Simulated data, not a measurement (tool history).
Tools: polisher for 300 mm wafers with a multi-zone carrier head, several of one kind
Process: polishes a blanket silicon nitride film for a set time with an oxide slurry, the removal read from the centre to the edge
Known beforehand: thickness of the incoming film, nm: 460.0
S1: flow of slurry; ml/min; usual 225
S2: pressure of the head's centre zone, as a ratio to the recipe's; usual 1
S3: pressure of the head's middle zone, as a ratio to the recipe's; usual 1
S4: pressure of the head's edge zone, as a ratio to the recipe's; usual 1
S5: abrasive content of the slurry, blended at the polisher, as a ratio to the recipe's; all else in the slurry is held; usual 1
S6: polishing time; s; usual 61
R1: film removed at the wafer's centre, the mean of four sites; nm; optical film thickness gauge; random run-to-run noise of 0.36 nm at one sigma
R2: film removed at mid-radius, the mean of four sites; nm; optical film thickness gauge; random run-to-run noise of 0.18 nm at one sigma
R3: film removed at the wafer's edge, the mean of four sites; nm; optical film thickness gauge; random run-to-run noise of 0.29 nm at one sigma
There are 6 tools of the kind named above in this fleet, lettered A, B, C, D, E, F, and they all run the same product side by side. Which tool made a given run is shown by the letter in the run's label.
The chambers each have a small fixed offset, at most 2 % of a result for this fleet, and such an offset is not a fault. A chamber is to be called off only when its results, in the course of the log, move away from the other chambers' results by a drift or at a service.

run,hour,S1,S2,S3,S4,S5,S6,R1,R2,R3
1B,7.7,225,1,1,1,1,61,25.373,25.48,25.341
2C,20.3,225,1,1,1,1,61,25.337,25.479,25.264
3E,31.7,225,1,1,1,1,61,25.176,25.707,25.719
4D,37.4,225,1,1,1,1,61,25.561,25.134,25.298
# hour 40.9: chamber B: worn pad replaced by a new one
# hour 41.3: chamber A: worn pad replaced by a new one
5A,46.8,225,1,1,1,1,61,25.459,24.926,25.856
# hour 50.2: chamber D: worn pad replaced by a new one
6F,55.9,225,1,1,1,1,61,25.294,25.462,26.081
# hour 57.5: chamber E: centre zone pressure recalibrated
# hour 62.4: chamber C: centre zone pressure recalibrated
7B,65.6,225,1,1,1,1,61,25.655,25.518,25.856
# hour 74.3: chamber D: slurry nozzle cleaned
# hour 74.5: chamber B: centre zone pressure recalibrated
8C,76.4,225,1,1,1,1,61,25.969,25.668,25.725
9A,83.2,225,1,1,1,1,61,25.376,25.107,25.492
10E,92.8,225,1,1,1,1,61,25.133,25.569,25.489
# hour 96.9: chamber E: slurry nozzle cleaned
11D,103.3,225,1,1,1,1,61,25.485,24.932,25.433
12F,113.2,225,1,1,1,1,61,26.112,25.568,25.545
# hour 117.7: chamber E: worn pad replaced by a new one
13A,119,225,1,1,1,1.2,61,27.297,26.551,27.688
14B,125,225,1,1,1,1.2,61,27.696,27.266,27.613
15D,133.3,225,1,1,1,1.2,61,27.935,27.078,27.614
16C,141.4,225,1,1,1,1.2,61,27.753,27.574,27.918
# hour 144.6: chamber F: worn pad replaced by a new one
# hour 145.4: chamber D: worn pad replaced by a new one
# hour 150.4: chamber B: worn pad replaced by a new one
17E,150.8,225,1,1,1,1.2,61,27.815,27.781,27.614
# hour 155.1: chamber A: slurry nozzle cleaned
18F,156.6,225,1,1,1,1.2,61,27.506,27.749,27.239
19D,166.7,225,1,1,1,1,61,25.34,25.319,25.207
# hour 168.1: chamber A: worn pad replaced by a new one
# hour 177.7: chamber C: slurry nozzle cleaned
20F,177.9,225,1,1,1,1,61,25.404,25.174,25.385
21B,186.8,225,1,1,1,1,61,25.625,25.305,25.551
# hour 188.6: chamber B: edge zone pressure recalibrated
22A,198.8,225,1,1,1,1,61,25.893,24.854,25.944
23E,209.2,225,1,1,1,1,61,25.35,25.89,25.69
24C,216.3,225,1,1,1,1,61,26.226,25.22,26.057
# hour 220: chamber D: worn pad replaced by a new one
# hour 220.8: chamber C: worn pad replaced by a new one
25C,226.4,225,1,1,1,1,61,25.676,25.474,26.052
26F,232.1,225,1,1,1,1,61,25.818,25.574,25.114
27E,237.8,225,1,1,1,1,61,25.404,25.506,25.308
28B,246.6,225,1,1,1,1,61,25.307,25.438,25.512
# hour 248: chamber B: slurry nozzle cleaned
# hour 250: chamber A: edge zone pressure recalibrated
29A,259.1,225,1,1,1,1,61,24.525,25.369,25.588
# hour 259.3: chamber B: worn pad replaced by a new one
30D,267.5,225,1,1,1,1,61,25.11,25.563,25.497
# hour 272.6: chamber A: worn pad replaced by a new one
31C,280,225,1,1,1,1,61,25.819,25.223,25.487
# hour 290: chamber E: worn pad replaced by a new one
32D,290.9,225,1,1,1,1,61,25.078,25.03,25.56
# hour 291: chamber F: worn pad replaced by a new one
33E,299.2,225,1,1,1,1,61,25.117,25.534,25.293
34F,309.7,225,1,1,1,1,61,25.53,25.557,25.504
35B,317.8,225,1,1,1,1,61,25.2,25.429,25.634
36A,327.9,225,1,1,1,1,61,25.48,24.73,25.774
37E,337.8,225,1,1,1,1,61,25.466,25.382,24.819

Decide between three cases: one chamber stands off from its peers, the gauge reading all wafers drifts, or nothing is wrong past each chamber's small offset. Where a chamber is off, say which and what most likely put it there.

Neither any chamber nor the gauge drifts; the chambers differ only by their own small, steady offsets.
